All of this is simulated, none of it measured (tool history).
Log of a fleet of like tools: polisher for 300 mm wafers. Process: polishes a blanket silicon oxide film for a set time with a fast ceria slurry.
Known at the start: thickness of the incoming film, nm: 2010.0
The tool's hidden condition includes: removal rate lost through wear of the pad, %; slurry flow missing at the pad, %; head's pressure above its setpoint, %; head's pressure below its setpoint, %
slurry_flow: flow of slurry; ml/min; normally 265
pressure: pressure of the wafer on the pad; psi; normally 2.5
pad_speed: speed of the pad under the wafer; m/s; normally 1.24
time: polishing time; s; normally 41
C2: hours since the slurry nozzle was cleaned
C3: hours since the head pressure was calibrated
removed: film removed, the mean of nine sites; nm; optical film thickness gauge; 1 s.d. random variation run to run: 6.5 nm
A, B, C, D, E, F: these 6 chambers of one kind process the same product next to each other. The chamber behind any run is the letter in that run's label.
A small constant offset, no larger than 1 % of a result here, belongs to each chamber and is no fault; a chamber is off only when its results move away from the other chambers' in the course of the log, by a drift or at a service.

-- hour=8.2 chamber E: worn pad replaced by a new one
-- hour=13.4 chamber B: worn pad replaced by a new one
run 1B hour=14.2 | slurry_flow=265 pressure=2.5 pad_speed=1.24 time=41 | wafers_polished_on_this_pad=6 C2=77.2 C3=135.2 | removed=736.19
-- hour=19.9 chamber F: worn pad replaced by a new one
run 2A hour=23.8 | slurry_flow=265 pressure=2.5 pad_speed=1.24 time=41 | wafers_polished_on_this_pad=630 C2=81.5 C3=637.1 | removed=748.74
-- hour=28.5 chamber C: worn pad replaced by a new one
-- hour=29.8 chamber A: worn pad replaced by a new one
run 3F hour=37.9 | slurry_flow=265 pressure=2.5 pad_speed=1.24 time=41 | wafers_polished_on_this_pad=130 C2=350.1 C3=969.9 | removed=748.53
run 4C hour=50.9 | slurry_flow=265 pressure=2.5 pad_speed=1.24 time=41 | wafers_polished_on_this_pad=162 C2=196.6 C3=1071.9 | removed=754.8
run 5E hour=59.3 | slurry_flow=265 pressure=2 pad_speed=1.24 time=32 | wafers_polished_on_this_pad=370 C2=223.8 C3=313.2 | removed=474.86
run 6D hour=66.6 | slurry_flow=265 pressure=2 pad_speed=1.24 time=32 | wafers_polished_on_this_pad=687 C2=242.3 C3=441.8 | removed=470.4
run 7C hour=75.3 | slurry_flow=265 pressure=2 pad_speed=1.24 time=32 | wafers_polished_on_this_pad=339 C2=221 C3=1096.3 | removed=475.84
run 8E hour=82 | slurry_flow=265 pressure=2 pad_speed=1.24 time=32 | wafers_polished_on_this_pad=535 C2=246.5 C3=335.9 | removed=470.68
run 9A hour=96.8 | slurry_flow=265 pressure=2 pad_speed=1.24 time=32 | wafers_polished_on_this_pad=485 C2=154.5 C3=710.1 | removed=464.92
run 10B hour=107.8 | slurry_flow=265 pressure=2 pad_speed=1.24 time=32 | wafers_polished_on_this_pad=684 C2=170.8 C3=228.8 | removed=463.37
-- hour=110.3 chamber B: worn pad replaced by a new one
-- hour=111.2 chamber D: worn pad replaced by a new one
-- hour=116.7 chamber E: worn pad replaced by a new one
-- hour=118.5 chamber C: worn pad replaced by a new one
run 11D hour=120.8 | slurry_flow=265 pressure=2.5 pad_speed=1.24 time=41 | wafers_polished_on_this_pad=69 C2=296.5 C3=496 | removed=738.03
-- hour=122.6 chamber A: worn pad replaced by a new one
run 12F hour=132.2 | slurry_flow=265 pressure=2.5 pad_speed=1.24 time=41 | wafers_polished_on_this_pad=814 C2=444.4 C3=1064.2 | removed=735.33
-- hour=138.5 chamber F: slurry nozzle cleaned
run 13F hour=142.1 | slurry_flow=265 pressure=2.5 pad_speed=1.24 time=41 | wafers_polished_on_this_pad=886 C2=3.7 C3=1074.1 | removed=745.76
run 14E hour=157.4 | slurry_flow=175 pressure=2.5 pad_speed=1.24 time=41 | wafers_polished_on_this_pad=295 C2=321.9 C3=411.3 | removed=722.14
run 15C hour=164.9 | slurry_flow=175 pressure=2.5 pad_speed=1.24 time=41 | wafers_polished_on_this_pad=337 C2=310.6 C3=1185.9 | removed=721.79
-- hour=165.4 chamber D: slurry nozzle cleaned
-- hour=167.2 chamber C: slurry nozzle cleaned
run 16A hour=172.3 | slurry_flow=175 pressure=2.5 pad_speed=1.24 time=41 | wafers_polished_on_this_pad=360 C2=230 C3=785.6 | removed=717.25
-- hour=179.3 chamber F: worn pad replaced by a new one
run 17D hour=182.7 | slurry_flow=175 pressure=2.5 pad_speed=1.24 time=41 | wafers_polished_on_this_pad=518 C2=17.3 C3=557.9 | removed=718.26
run 18B hour=196.5 | slurry_flow=175 pressure=2.5 pad_speed=1.24 time=41 | wafers_polished_on_this_pad=625 C2=259.5 C3=317.5 | removed=697.43
-- hour=205.5 chamber C: worn pad replaced by a new one
run 19D hour=207.2 | slurry_flow=175 pressure=2.5 pad_speed=1.24 time=41 | wafers_polished_on_this_pad=696 C2=41.8 C3=582.4 | removed=702.73
-- hour=208.4 chamber B: worn pad replaced by a new one
-- hour=211.3 chamber A: worn pad replaced by a new one
run 20A hour=217.1 | slurry_flow=265 pressure=2.5 pad_speed=1.24 time=41 | wafers_polished_on_this_pad=42 C2=274.8 C3=830.4 | removed=756.46
-- hour=224 chamber E: worn pad replaced by a new one
run 21E hour=227.5 | slurry_flow=265 pressure=2.1 pad_speed=1.24 time=41 | wafers_polished_on_this_pad=26 C2=392 C3=481.4 | removed=629.69
run 22B hour=237.4 | slurry_flow=265 pressure=2.1 pad_speed=1.24 time=41 | wafers_polished_on_this_pad=210 C2=300.4 C3=358.4 | removed=627.58
-- hour=246.7 chamber D: worn pad replaced by a new one
run 23C hour=252.1 | slurry_flow=265 pressure=2.1 pad_speed=1.24 time=41 | wafers_polished_on_this_pad=338 C2=85 C3=1273.1 | removed=641.54
-- hour=257.1 chamber B: slurry nozzle cleaned
run 24F hour=264.8 | slurry_flow=265 pressure=2.1 pad_speed=1.24 time=41 | wafers_polished_on_this_pad=620 C2=126.4 C3=1196.8 | removed=634.48
run 25F hour=277.5 | slurry_flow=265 pressure=2.1 pad_speed=1.24 time=41 | wafers_polished_on_this_pad=712 C2=139.1 C3=1209.5 | removed=627.7
run 26A hour=287.2 | slurry_flow=265 pressure=2.1 pad_speed=1.24 time=41 | wafers_polished_on_this_pad=550 C2=344.9 C3=900.5 | removed=630.58
-- hour=293.8 chamber C: head pressure recalibrated
-- hour=295.5 chamber A: worn pad replaced by a new one
run 27B hour=296.5 | slurry_flow=265 pressure=2.5 pad_speed=1.24 time=41 | wafers_polished_on_this_pad=639 C2=39.4 C3=417.5 | removed=738.94
-- hour=297 chamber C: worn pad replaced by a new one
-- hour=300.8 chamber B: worn pad replaced by a new one
run 28D hour=309.7 | slurry_flow=265 pressure=2.5 pad_speed=1.24 time=41 | wafers_polished_on_this_pad=457 C2=144.3 C3=684.9 | removed=745.05
-- hour=317.4 chamber F: worn pad replaced by a new one
run 29C hour=320.1 | slurry_flow=265 pressure=2.5 pad_speed=1.24 time=41 | wafers_polished_on_this_pad=167 C2=153 C3=26.4 | removed=674.98
-- hour=328 chamber E: worn pad replaced by a new one
run 30E hour=328.3 | slurry_flow=265 pressure=2.5 pad_speed=1.24 time=41 | wafers_polished_on_this_pad=2 C2=492.8 C3=582.2 | removed=750.5
run 31F hour=336.3 | slurry_flow=310 pressure=2.5 pad_speed=1.24 time=50 | wafers_polished_on_this_pad=137 C2=197.9 C3=1268.3 | removed=925.86
run 32A hour=347.4 | slurry_flow=310 pressure=2.5 pad_speed=1.24 time=50 | wafers_polished_on_this_pad=377 C2=405.1 C3=960.7 | removed=939.08
run 33E hour=357.7 | slurry_flow=310 pressure=2.5 pad_speed=1.24 time=50 | wafers_polished_on_this_pad=215 C2=522.2 C3=611.6 | removed=945.1
run 34C hour=371 | slurry_flow=310 pressure=2.5 pad_speed=1.24 time=50 | wafers_polished_on_this_pad=536 C2=203.9 C3=77.3 | removed=837.42
-- hour=379.5 chamber A: worn pad replaced by a new one
run 35B hour=381.3 | slurry_flow=310 pressure=2.5 pad_speed=1.24 time=50 | wafers_polished_on_this_pad=584 C2=124.2 C3=502.3 | removed=910.59
-- hour=382.4 chamber D: worn pad replaced by a new one
-- hour=388.4 chamber C: worn pad replaced by a new one
run 36D hour=392.8 | slurry_flow=310 pressure=2.5 pad_speed=1.24 time=50 | wafers_polished_on_this_pad=76 C2=227.4 C3=768 | removed=911.6
-- hour=398.3 chamber B: worn pad replaced by a new one
run 37B hour=405 | slurry_flow=265 pressure=2.5 pad_speed=1.24 time=41 | wafers_polished_on_this_pad=48 C2=147.9 C3=526 | removed=743.82
run 38D hour=414.2 | slurry_flow=265 pressure=2.5 pad_speed=1.62 time=41 | wafers_polished_on_this_pad=231 C2=248.8 C3=789.4 | removed=960.6
run 39E hour=424.2 | slurry_flow=265 pressure=2.5 pad_speed=1.62 time=41 | wafers_polished_on_this_pad=697 C2=588.7 C3=678.1 | removed=986.22
run 40C hour=432.4 | slurry_flow=265 pressure=2.5 pad_speed=1.62 time=41 | wafers_polished_on_this_pad=319 C2=265.3 C3=138.7 | removed=875.82
run 41F hour=443.8 | slurry_flow=265 pressure=2.5 pad_speed=1.62 time=41 | wafers_polished_on_this_pad=917 C2=305.4 C3=1375.8 | removed=970.58
run 42A hour=455.7 | slurry_flow=265 pressure=2.5 pad_speed=1.62 time=41 | wafers_polished_on_this_pad=552 C2=513.4 C3=1069 | removed=980.95
-- hour=459 chamber F: worn pad replaced by a new one
run 43F hour=470.7 | slurry_flow=265 pressure=2.5 pad_speed=1.62 time=41 | wafers_polished_on_this_pad=85 C2=332.3 C3=1402.7 | removed=992.61

Predict what each chamber gives when all 6 of them run the settings below next.
run 44A hour=481.8 | slurry_flow=265 pressure=1.7 pad_speed=1.24 time=41 | removed=?
run 44B hour=481.8 | slurry_flow=265 pressure=1.7 pad_speed=1.24 time=41 | removed=?
run 44C hour=481.8 | slurry_flow=265 pressure=1.7 pad_speed=1.24 time=41 | removed=?
run 44D hour=481.8 | slurry_flow=265 pressure=1.7 pad_speed=1.24 time=41 | removed=?
run 44E hour=481.8 | slurry_flow=265 pressure=1.7 pad_speed=1.24 time=41 | removed=?
run 44F hour=481.8 | slurry_flow=265 pressure=1.7 pad_speed=1.24 time=41 | removed=?

run=44A removed=501.29
run=44B removed=508.64
run=44C removed=453.78
run=44D removed=510.12
run=44E removed=508.41
run=44F removed=515.04

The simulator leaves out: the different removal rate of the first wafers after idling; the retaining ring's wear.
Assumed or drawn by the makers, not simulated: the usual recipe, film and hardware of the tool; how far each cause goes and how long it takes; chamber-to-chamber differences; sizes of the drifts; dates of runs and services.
